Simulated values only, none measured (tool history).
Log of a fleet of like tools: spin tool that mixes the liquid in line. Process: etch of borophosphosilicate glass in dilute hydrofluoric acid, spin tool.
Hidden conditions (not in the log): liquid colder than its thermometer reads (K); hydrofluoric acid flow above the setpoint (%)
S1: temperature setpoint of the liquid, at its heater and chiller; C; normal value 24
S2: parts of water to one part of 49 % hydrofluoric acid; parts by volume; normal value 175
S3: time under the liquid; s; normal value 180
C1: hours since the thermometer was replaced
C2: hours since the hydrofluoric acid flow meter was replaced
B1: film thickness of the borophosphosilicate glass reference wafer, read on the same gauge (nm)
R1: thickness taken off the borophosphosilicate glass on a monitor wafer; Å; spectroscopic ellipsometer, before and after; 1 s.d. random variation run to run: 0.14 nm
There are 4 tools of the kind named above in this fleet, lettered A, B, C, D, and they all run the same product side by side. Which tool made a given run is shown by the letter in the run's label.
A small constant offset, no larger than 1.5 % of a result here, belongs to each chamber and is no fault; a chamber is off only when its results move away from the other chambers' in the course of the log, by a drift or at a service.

run	day	S1	S2	S3	C1	C2	B1	R1
1B	0.258	24	175	180	196	833.4	69.976	267.59
# day 0.538: chamber B: hydrofluoric acid flow meter replaced
2C	0.783	24	175	180	335.9	356	70.02	268.93
3A	1.125	24	175	180	1140.9	625.1	70.031	265.96
4D	1.596	24	175	180	994.3	774.6	70.025	263.97
5C	2.029	24	175	180	365.8	385.9	69.996	269.26
6A	2.533	24	175	180	1174.7	658.9	69.994	263.88
7B	2.867	28	175	180	258.6	56	69.972	305.71
8D	3.108	28	175	180	1030.6	810.9	69.985	305.14
9D	3.467	28	175	180	1039.2	819.5	69.991	306.39
10C	3.808	28	175	180	408.5	428.6	69.989	309.44
11A	4.229	24	175	180	1215.4	699.6	70.003	261.78
12B	4.758	19.5	175	180	304	101.4	70.026	222.59
13D	5.171	19.5	175	180	1080.1	860.4	69.992	223.3
14B	5.696	19.5	175	180	326.5	123.9	69.974	222.72
15A	5.946	19.5	175	180	1256.6	740.8	70.002	221.67
16C	6.238	24	175	180	466.8	486.9	69.998	267.31
17D	6.767	24	175	180	1118.4	898.7	69.982	260.21
18A	7.292	24	175	180	1288.9	773.1	69.997	264.56
19B	7.746	24	175	180	375.7	173.1	70.009	266.09
20C	8.267	24	175	145	515.5	535.6	69.997	215.41
# day 8.575: chamber A: hydrofluoric acid flow meter replaced
21D	8.742	24	175	145	1165.8	946.1	69.989	209.92
22C	8.996	24	175	145	533	553.1	70.028	217.73
23B	9.492	24	175	145	417.6	215	70.027	214.95
24A	9.792	24	175	180	1348.9	29.2	70.007	265.84
25A	10.167	24	175	180	1357.9	38.2	70.03	264.4
26B	10.462	26	175	180	440.9	238.3	69.99	286.85
27C	10.975	26	175	180	580.5	600.6	69.978	289.07
28D	11.238	26	175	180	1225.7	1006	70.005	281.06
29D	11.525	26	175	180	1232.6	1012.9	69.982	282.93
30C	11.767	24	175	180	599.5	619.6	69.994	268.63
31B	12.038	24	175	180	478.7	276.1	69.993	266.19
32A	12.408	24	175	180	1411.7	92	70.011	265.26
33B	12.938	19.5	175	180	500.3	297.7	69.992	225.19
34C	13.371	19.5	175	180	638	658.1	69.977	225.88
35A	13.888	19.5	175	180	1447.2	127.5	70.016	220.54
36D	14.179	19.5	175	180	1296.3	1076.6	70.017	216.89
37A	14.612	24	175	180	1464.6	144.9	70.007	265.34
38B	14.962	20.5	175	180	548.9	346.3	69.982	233.04
39C	15.3	20.5	175	180	684.3	704.4	70.002	232.93
40D	15.621	20.5	175	180	1330.9	1111.2	69.998	226.83
41C	16.075	20.5	175	180	702.9	723	70.001	235.53
42B	16.446	24	175	180	584.5	381.9	69.987	266.37

For the next run the whole fleet of 4 chambers uses the same settings. Give each chamber's results:
43A	16.829	24	175	130				?
43B	16.829	24	175	130				?
43C	16.829	24	175	130				?
43D	16.829	24	175	130				?

run	R1
43A	189.89
43B	190.39
43C	192.76
43D	186.6
